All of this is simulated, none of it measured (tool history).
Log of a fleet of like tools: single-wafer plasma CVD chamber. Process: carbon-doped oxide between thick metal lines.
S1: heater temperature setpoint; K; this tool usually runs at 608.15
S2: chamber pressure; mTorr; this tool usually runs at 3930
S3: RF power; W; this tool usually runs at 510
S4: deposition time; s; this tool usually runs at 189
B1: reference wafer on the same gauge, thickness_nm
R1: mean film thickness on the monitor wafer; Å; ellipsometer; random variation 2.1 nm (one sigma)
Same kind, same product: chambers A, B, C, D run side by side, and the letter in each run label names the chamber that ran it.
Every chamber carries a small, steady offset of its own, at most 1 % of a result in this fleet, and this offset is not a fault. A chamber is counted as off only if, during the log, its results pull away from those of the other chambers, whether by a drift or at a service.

run   hour      S1    S2   S3   S4      B1      R1
 1D    3.0  608.15  3930  510  189  1108.0  9761.8
 2A    7.4  608.15  3930  510  189  1108.0  9682.6
 3B   13.1  608.15  3930  510  189  1108.0  9706.6
 4C   16.3  608.15  3930  510  189  1107.8  9593.3
 5A   20.1  608.15  3930  510  189  1108.0  9650.6
 6C   25.0  608.15  3930  510  189  1107.8  9592.4
 7B   31.3  608.15  3930  510  189  1107.5  9710.3
 8D   34.2  608.15  3930  435  215  1107.8  9969.3
 9A   39.5  608.15  3930  435  215  1107.5  9844.5
10D   43.7  608.15  3930  435  215  1108.0  9981.4
11B   47.1  608.15  3930  435  215  1108.1  9965.8
12C   51.1  608.15  3930  510  189  1108.2  9566.4
      53.2  -- chamber B: RF generator calibrated
13B   56.2  608.15  3930  510  189  1108.2  9739.7
14C   62.8  608.15  3930  510  189  1108.2  9570.8
15D   69.4  608.15  3930  510  189  1107.6  9745.6
16A   72.7  608.15  3930  510  189  1107.9  9668.7
17A   76.4  608.15  3930  510  189  1107.9  9630.9
18B   79.8  608.15  3930  510  189  1108.4  9697.5
19C   83.7  608.15  3930  510  189  1107.4  9521.8
20D   87.4  608.15  3930  510  189  1107.7  9713.9
21B   91.7  608.15  3930  510  189  1108.1  9701.3
22D   96.5  608.15  3930  510  189  1108.3  9738.0
23C  100.6  608.15  3930  510  189  1108.1  9464.4
24A  106.6  608.15  3930  510  189  1107.6  9691.7
25B  113.0  608.15  3930  510  189  1108.1  9706.4

Next, every chamber runs the same settings. What will each give?
26A  117.7  608.15  3930  510  161       ?
26B  117.7  608.15  3930  510  161       ?
26C  117.7  608.15  3930  510  161       ?
26D  117.7  608.15  3930  510  161       ?

run      R1
26A  8247.8
26B  8294.7
26C  8047.6
26D  8313.6

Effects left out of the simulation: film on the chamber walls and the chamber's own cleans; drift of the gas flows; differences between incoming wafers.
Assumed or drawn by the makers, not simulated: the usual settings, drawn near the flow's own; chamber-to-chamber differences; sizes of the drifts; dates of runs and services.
